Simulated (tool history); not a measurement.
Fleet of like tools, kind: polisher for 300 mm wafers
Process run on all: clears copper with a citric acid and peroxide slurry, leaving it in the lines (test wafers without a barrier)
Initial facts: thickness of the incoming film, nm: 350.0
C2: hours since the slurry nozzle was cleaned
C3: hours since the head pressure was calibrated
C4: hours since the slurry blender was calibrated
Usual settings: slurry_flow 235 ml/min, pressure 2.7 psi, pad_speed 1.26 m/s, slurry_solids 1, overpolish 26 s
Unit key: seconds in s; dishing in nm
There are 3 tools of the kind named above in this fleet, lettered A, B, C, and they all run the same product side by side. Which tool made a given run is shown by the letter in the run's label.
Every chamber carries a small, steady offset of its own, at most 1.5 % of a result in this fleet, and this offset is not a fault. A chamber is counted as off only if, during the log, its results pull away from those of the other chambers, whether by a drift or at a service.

run 1A day=0.183 | slurry_flow=235 pressure=2.7 pad_speed=1.26 slurry_solids=1 overpolish=26 | wafers_polished_on_this_pad=1010 C2=48.9 C3=95.0 C4=214.5 | seconds=132.90 dishing=45.319
run 2C day=0.358 | slurry_flow=235 pressure=2.7 pad_speed=1.26 slurry_solids=1 overpolish=26 | wafers_polished_on_this_pad=830 C2=311.9 C3=562.7 C4=39.3 | seconds=131.86 dishing=43.988
run 3B day=0.538 | slurry_flow=235 pressure=2.7 pad_speed=1.26 slurry_solids=1 overpolish=26 | wafers_polished_on_this_pad=599 C2=348.1 C3=158.1 C4=129.4 | seconds=132.38 dishing=44.772
run 4C day=0.721 | slurry_flow=235 pressure=2.7 pad_speed=1.26 slurry_solids=1 overpolish=26 | wafers_polished_on_this_pad=880 C2=320.6 C3=571.4 C4=48.0 | seconds=133.09 dishing=44.194
run 5A day=0.871 | slurry_flow=235 pressure=2.7 pad_speed=1.26 slurry_solids=1 overpolish=26 | wafers_polished_on_this_pad=1104 C2=65.4 C3=111.5 C4=231.0 | seconds=132.08 dishing=46.511
run 6B day=1.075 | slurry_flow=235 pressure=2.7 pad_speed=1.26 slurry_solids=1 overpolish=26 | wafers_polished_on_this_pad=673 C2=361.0 C3=171.0 C4=142.3 | seconds=130.82 dishing=43.809
run 7A day=1.200 | slurry_flow=235 pressure=2.7 pad_speed=1.26 slurry_solids=1 overpolish=26 | wafers_polished_on_this_pad=1150 C2=73.3 C3=119.4 C4=238.9 | seconds=133.50 dishing=42.983
run 8B day=1.404 | slurry_flow=235 pressure=2.7 pad_speed=1.26 slurry_solids=1 overpolish=26 | wafers_polished_on_this_pad=718 C2=368.9 C3=178.9 C4=150.2 | seconds=132.07 dishing=44.880
run 9C day=1.521 | slurry_flow=235 pressure=2.7 pad_speed=1.26 slurry_solids=1 overpolish=26 | wafers_polished_on_this_pad=990 C2=339.8 C3=590.6 C4=67.2 | seconds=133.04 dishing=43.753
run 10B day=1.662 | slurry_flow=235 pressure=2.7 pad_speed=1.26 slurry_solids=1 overpolish=26 | wafers_polished_on_this_pad=754 C2=375.1 C3=185.1 C4=156.4 | seconds=130.97 dishing=43.642
run 11C day=1.775 | slurry_flow=235 pressure=2.7 pad_speed=1.26 slurry_solids=1 overpolish=26 | wafers_polished_on_this_pad=1025 C2=345.9 C3=596.7 C4=73.3 | seconds=132.33 dishing=43.519
run 12A day=1.917 | slurry_flow=235 pressure=2.7 pad_speed=1.26 slurry_solids=1 overpolish=26 | wafers_polished_on_this_pad=1248 C2=90.5 C3=136.6 C4=256.1 | seconds=133.10 dishing=44.954
run 13B day=2.121 | slurry_flow=235 pressure=2.7 pad_speed=1.26 slurry_solids=1 overpolish=26 | wafers_polished_on_this_pad=817 C2=386.1 C3=196.1 C4=167.4 | seconds=130.15 dishing=42.746
-- day=2.142 chamber A: worn pad replaced by a new one
run 14A day=2.262 | slurry_flow=235 pressure=2.7 pad_speed=1.26 slurry_solids=1 overpolish=26 | wafers_polished_on_this_pad=16 C2=98.8 C3=144.9 C4=264.4 | seconds=132.33 dishing=44.135
run 15C day=2.429 | slurry_flow=235 pressure=2.7 pad_speed=1.26 slurry_solids=1 overpolish=26 | wafers_polished_on_this_pad=1115 C2=361.6 C3=612.4 C4=89.0 | seconds=134.20 dishing=44.636
-- day=2.450 chamber C: head pressure recalibrated
run 16A day=2.625 | slurry_flow=235 pressure=2.7 pad_speed=1.26 slurry_solids=1 overpolish=26 | wafers_polished_on_this_pad=66 C2=107.5 C3=153.6 C4=273.1 | seconds=134.98 dishing=44.133
run 17B day=2.796 | slurry_flow=235 pressure=2.7 pad_speed=1.26 slurry_solids=1 overpolish=26 | wafers_polished_on_this_pad=909 C2=402.3 C3=212.3 C4=183.6 | seconds=132.70 dishing=44.774
run 18C day=2.938 | slurry_flow=235 pressure=2.7 pad_speed=1.26 slurry_solids=1 overpolish=26 | wafers_polished_on_this_pad=1185 C2=373.8 C3=11.7 C4=101.2 | seconds=145.18 dishing=41.597
run 19C day=3.112 | slurry_flow=195 pressure=2.7 pad_speed=0.84 slurry_solids=1 overpolish=26 | wafers_polished_on_this_pad=1209 C2=378.0 C3=15.9 C4=105.4 | seconds=214.78 dishing=28.313
run 20B day=3.221 | slurry_flow=195 pressure=2.7 pad_speed=0.84 slurry_solids=1 overpolish=26 | wafers_polished_on_this_pad=968 C2=412.5 C3=222.5 C4=193.8 | seconds=202.52 dishing=31.290
run 21A day=3.421 | slurry_flow=195 pressure=2.7 pad_speed=0.84 slurry_solids=1 overpolish=26 | wafers_polished_on_this_pad=175 C2=126.6 C3=172.7 C4=292.2 | seconds=199.88 dishing=31.188
run 22A day=3.517 | slurry_flow=235 pressure=2.7 pad_speed=1.26 slurry_solids=1 overpolish=26 | wafers_polished_on_this_pad=189 C2=128.9 C3=175.0 C4=294.5 | seconds=134.59 dishing=44.994
-- day=3.525 chamber C: slurry blender recalibrated
run 23C day=3.725 | slurry_flow=235 pressure=2.7 pad_speed=1.48 slurry_solids=1 overpolish=36 | wafers_polished_on_this_pad=1293 C2=392.7 C3=30.6 C4=4.9 | seconds=122.62 dishing=56.703
-- day=3.867 chamber C: worn pad replaced by a new one
run 24B day=3.896 | slurry_flow=235 pressure=2.7 pad_speed=1.48 slurry_solids=1 overpolish=36 | wafers_polished_on_this_pad=1060 C2=428.7 C3=238.7 C4=210.0 | seconds=114.20 dishing=63.059
run 25A day=4.012 | slurry_flow=235 pressure=2.7 pad_speed=1.48 slurry_solids=1 overpolish=36 | wafers_polished_on_this_pad=257 C2=140.8 C3=186.9 C4=306.4 | seconds=113.54 dishing=64.384
run 26C day=4.175 | slurry_flow=235 pressure=2.7 pad_speed=0.86 slurry_solids=1 overpolish=26 | wafers_polished_on_this_pad=42 C2=403.5 C3=41.4 C4=15.7 | seconds=209.46 dishing=30.425
run 27B day=4.304 | slurry_flow=235 pressure=2.7 pad_speed=0.86 slurry_solids=1 overpolish=26 | wafers_polished_on_this_pad=1117 C2=438.5 C3=248.5 C4=219.8 | seconds=189.73 dishing=32.684
run 28A day=4.479 | slurry_flow=235 pressure=2.7 pad_speed=0.86 slurry_solids=1 overpolish=26 | wafers_polished_on_this_pad=321 C2=152.0 C3=198.1 C4=317.6 | seconds=192.02 dishing=32.133
run 29C day=4.625 | slurry_flow=235 pressure=2.7 pad_speed=1.26 slurry_solids=1 overpolish=26 | wafers_polished_on_this_pad=104 C2=414.3 C3=52.2 C4=26.5 | seconds=142.24 dishing=41.159
run 30B day=4.767 | slurry_flow=235 pressure=2.7 pad_speed=1.26 slurry_solids=1 overpolish=26 | wafers_polished_on_this_pad=1180 C2=449.6 C3=259.6 C4=230.9 | seconds=131.80 dishing=42.449

Which is it: a chamber that has drifted or been left off by a service, a gauge drift common to all chambers, or only each chamber's usual small offset? If a chamber is off, name it and its likeliest cause.

After it was serviced, chamber C no longer matches the other chambers.
Likeliest cause: head's pressure below its setpoint, % = 8.06.

Which of the 4 candidates below, each the usual settings with something changed and its results left as question marks, puts chamber C back in line with what the other chambers give on the usual settings?
A result is in line if it is within this distance of the other chambers' mean on the usual settings: seconds 4.30 s; dishing 2.700 nm
run 31C-1 day=4.912 | slurry_flow=235 pressure=2.7 pad_speed=1.28 slurry_solids=1 overpolish=26 | seconds=? dishing=?
run 31C-2 day=4.912 | slurry_flow=235 pressure=2.8 pad_speed=1.30 slurry_solids=1 overpolish=27 | seconds=? dishing=?
run 31C-3 day=4.912 | slurry_flow=235 pressure=2.7 pad_speed=1.24 slurry_solids=1 overpolish=26 | seconds=? dishing=?
run 31C-4 day=4.912 | slurry_flow=235 pressure=2.6 pad_speed=1.22 slurry_solids=1 overpolish=25 | seconds=? dishing=?

Usual-settings mean across the other chambers: seconds 132.53 s; dishing 44.181 nm
run=31C-1 seconds=140.54 dishing=41.394
run=31C-2 seconds=133.57 dishing=44.521
run=31C-3 seconds=144.98 dishing=40.388
run=31C-4 seconds=152.84 dishing=37.386
31C-2 puts the chamber back in line with the other chambers.

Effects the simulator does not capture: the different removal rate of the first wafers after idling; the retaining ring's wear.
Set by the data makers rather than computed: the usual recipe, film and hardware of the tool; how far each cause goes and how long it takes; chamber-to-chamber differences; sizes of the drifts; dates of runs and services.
